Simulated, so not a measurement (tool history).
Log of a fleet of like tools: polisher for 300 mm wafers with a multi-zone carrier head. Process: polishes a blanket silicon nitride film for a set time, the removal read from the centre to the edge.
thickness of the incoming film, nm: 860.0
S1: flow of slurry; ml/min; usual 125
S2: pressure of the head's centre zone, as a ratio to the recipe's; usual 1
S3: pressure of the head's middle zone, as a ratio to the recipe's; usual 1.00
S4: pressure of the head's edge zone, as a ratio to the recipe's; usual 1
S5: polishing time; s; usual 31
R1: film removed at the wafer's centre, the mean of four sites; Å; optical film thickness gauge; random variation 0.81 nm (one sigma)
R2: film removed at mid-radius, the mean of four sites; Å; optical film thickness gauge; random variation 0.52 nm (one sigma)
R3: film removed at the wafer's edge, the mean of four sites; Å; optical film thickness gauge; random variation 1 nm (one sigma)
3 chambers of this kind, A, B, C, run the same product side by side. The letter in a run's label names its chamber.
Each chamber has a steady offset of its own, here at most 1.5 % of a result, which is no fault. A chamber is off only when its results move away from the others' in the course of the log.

Run 1B, hour 8.8: usual settings. Result: R1 837.37 Å, R2 820.85 Å, R3 823.22 Å.
Run 2C, hour 19.4: usual settings. Result: R1 822.55 Å, R2 816.55 Å, R3 819.85 Å.
Run 3A, hour 30.0: usual settings. Result: R1 822.69 Å, R2 838.19 Å, R3 803.57 Å.
At hour 34.9: chamber C: worn pad replaced by a new one.
Run 4B, hour 35.0: usual settings. Result: R1 838.69 Å, R2 806.99 Å, R3 812.83 Å.
At hour 35.1: chamber A: worn pad replaced by a new one.
Run 5A, hour 46.7: usual settings. Result: R1 816.47 Å, R2 827.95 Å, R3 805.51 Å.
At hour 53.0: chamber A: slurry nozzle cleaned.
Run 6C, hour 56.4: usual settings. Result: R1 810.43 Å, R2 814.49 Å, R3 822.71 Å.
Run 7C, hour 62.0: usual settings. Result: R1 828.29 Å, R2 819.30 Å, R3 828.69 Å.
Run 8B, hour 69.8: usual settings. Result: R1 812.40 Å, R2 802.14 Å, R3 828.03 Å.
Run 9A, hour 78.4: usual settings. Result: R1 819.77 Å, R2 837.98 Å, R3 800.48 Å.
Run 10B, hour 88.0: usual settings. Result: R1 816.39 Å, R2 810.00 Å, R3 818.84 Å.
At hour 90.4: chamber B: worn pad replaced by a new one.
At hour 99.0: chamber A: worn pad replaced by a new one.
Run 11C, hour 99.3: usual settings. Result: R1 797.80 Å, R2 819.45 Å, R3 830.90 Å.
Run 12A, hour 105.1: usual settings. Result: R1 821.70 Å, R2 833.21 Å, R3 822.01 Å.
Run 13C, hour 116.1: usual settings. Result: R1 807.60 Å, R2 826.51 Å, R3 831.70 Å.
Run 14A, hour 121.9: usual settings but S3 1.05, S5 21 s. Result: R1 547.20 Å, R2 590.48 Å, R3 551.75 Å.
Run 15B, hour 129.5: usual settings but S3 1.05, S5 21 s. Result: R1 558.48 Å, R2 572.46 Å, R3 549.31 Å.
Run 16A, hour 140.3: usual settings but S3 1.05, S5 21 s. Result: R1 552.70 Å, R2 587.81 Å, R3 564.82 Å.
Run 17C, hour 147.0: usual settings. Result: R1 818.46 Å, R2 827.17 Å, R3 819.57 Å.
At hour 151.0: chamber C: worn pad replaced by a new one.
Run 18B, hour 153.3: usual settings. Result: R1 828.50 Å, R2 823.20 Å, R3 805.03 Å.
Run 19B, hour 159.3: usual settings but S1 160 ml/min. Result: R1 852.74 Å, R2 846.04 Å, R3 843.48 Å.
At hour 166.0: chamber A: worn pad replaced by a new one.
Run 20C, hour 169.9: usual settings but S1 160 ml/min. Result: R1 870.54 Å, R2 863.16 Å, R3 871.46 Å.
Run 21A, hour 179.7: usual settings but S1 160 ml/min. Result: R1 873.61 Å, R2 870.33 Å, R3 848.38 Å.
Run 22B, hour 189.2: usual settings. Result: R1 815.72 Å, R2 819.16 Å, R3 806.57 Å.
Run 23A, hour 196.3: usual settings. Result: R1 820.84 Å, R2 834.84 Å, R3 824.04 Å.
Run 24C, hour 204.5: usual settings. Result: R1 818.13 Å, R2 816.75 Å, R3 829.07 Å.
Run 25A, hour 212.0: usual settings. Result: R1 825.56 Å, R2 833.01 Å, R3 819.93 Å.
Run 26C, hour 223.4: usual settings. Result: R1 808.53 Å, R2 814.94 Å, R3 829.39 Å.

Next, every chamber runs the same settings. What will each give?
Run 27A, hour 231.8: usual settings. Result: R1 ?, R2 ?, R3 ?.
Run 27B, hour 231.8: usual settings. Result: R1 ?, R2 ?, R3 ?.
Run 27C, hour 231.8: usual settings. Result: R1 ?, R2 ?, R3 ?.

run      R1      R2      R3
27A  824.21  835.97  811.81
27B  823.54  803.93  804.25
27C  826.24  820.87  817.22

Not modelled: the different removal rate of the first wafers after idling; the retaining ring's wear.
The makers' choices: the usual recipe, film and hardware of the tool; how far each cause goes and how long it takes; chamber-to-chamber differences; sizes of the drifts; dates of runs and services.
